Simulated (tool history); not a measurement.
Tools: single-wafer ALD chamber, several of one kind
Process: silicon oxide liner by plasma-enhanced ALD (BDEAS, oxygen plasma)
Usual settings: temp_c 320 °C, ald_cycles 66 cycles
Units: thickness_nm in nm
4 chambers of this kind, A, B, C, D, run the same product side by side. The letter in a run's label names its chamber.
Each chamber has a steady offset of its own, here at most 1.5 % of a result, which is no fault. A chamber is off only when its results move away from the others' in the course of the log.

run   hour  temp_c  ald_cycles  hours since the last thermocouple change  read-back reference wafer on the same gauge, thickness_nm  thickness_nm
 1D    9.5     320          66                                      42.2                                                     5.0494        5.9830
 2B   21.0     320          66                                     616.3                                                     5.0475        5.8897
 3C   33.8     320          66                                    1478.9                                                     5.0466        5.9017
 4A   44.0     320          66                                     894.6                                                     5.0436        5.9296
 5B   55.7     320          66                                     651.0                                                     5.0421        5.8797
 6D   63.2     320          66                                      95.9                                                     5.0431        5.9552
 7A   71.7     320          66                                     922.3                                                     5.0409        5.8979
 8C   80.1     320          66                                    1525.2                                                     5.0384        5.8987
 9A   93.9     320          66                                     944.5                                                     5.0372        5.9108
10C  105.7     320          66                                    1550.8                                                     5.0340        5.8972
11D  114.9     308          57                                     147.6                                                     5.0322        5.2095
12B  125.4     308          57                                     720.7                                                     5.0332        5.1728
13D  134.6     308          57                                     167.3                                                     5.0308        5.2345
14B  148.6     308          57                                     743.9                                                     5.0276        5.1487
15C  160.3     320          75                                    1605.4                                                     5.0292        6.6947
16A  167.0     320          75                                    1017.6                                                     5.0265        6.6839
17B  175.1     320          75                                     770.4                                                     5.0255        6.6640
18A  185.6     320          75                                    1036.2                                                     5.0238        6.7064
19D  192.4     320          66                                     225.1                                                     5.0229        5.9343
20C  202.0     311          62                                    1647.1                                                     5.0234        5.5976
21A  208.4     311          62                                    1059.0                                                     5.0221        5.6028
22D  215.9     311          62                                     248.6                                                     5.0207        5.6624
23B  227.8     311          62                                     823.1                                                     5.0173        5.5662
24C  236.8     320          71                                    1681.9                                                     5.0177        6.2845
25B  245.7     320          71                                     841.0                                                     5.0150        6.2988
26A  256.9     320          71                                    1107.5                                                     5.0155        6.3217

All 4 chambers run these settings next. Forecast each chamber's results:
27A  267.3     320          66                                                                                                                  ?
27B  267.3     320          66                                                                                                                  ?
27C  267.3     320          66                                                                                                                  ?
27D  267.3     320          66                                                                                                                  ?

run  thickness_nm
27A        5.8830
27B        5.8387
27C        5.8575
27D        5.9196
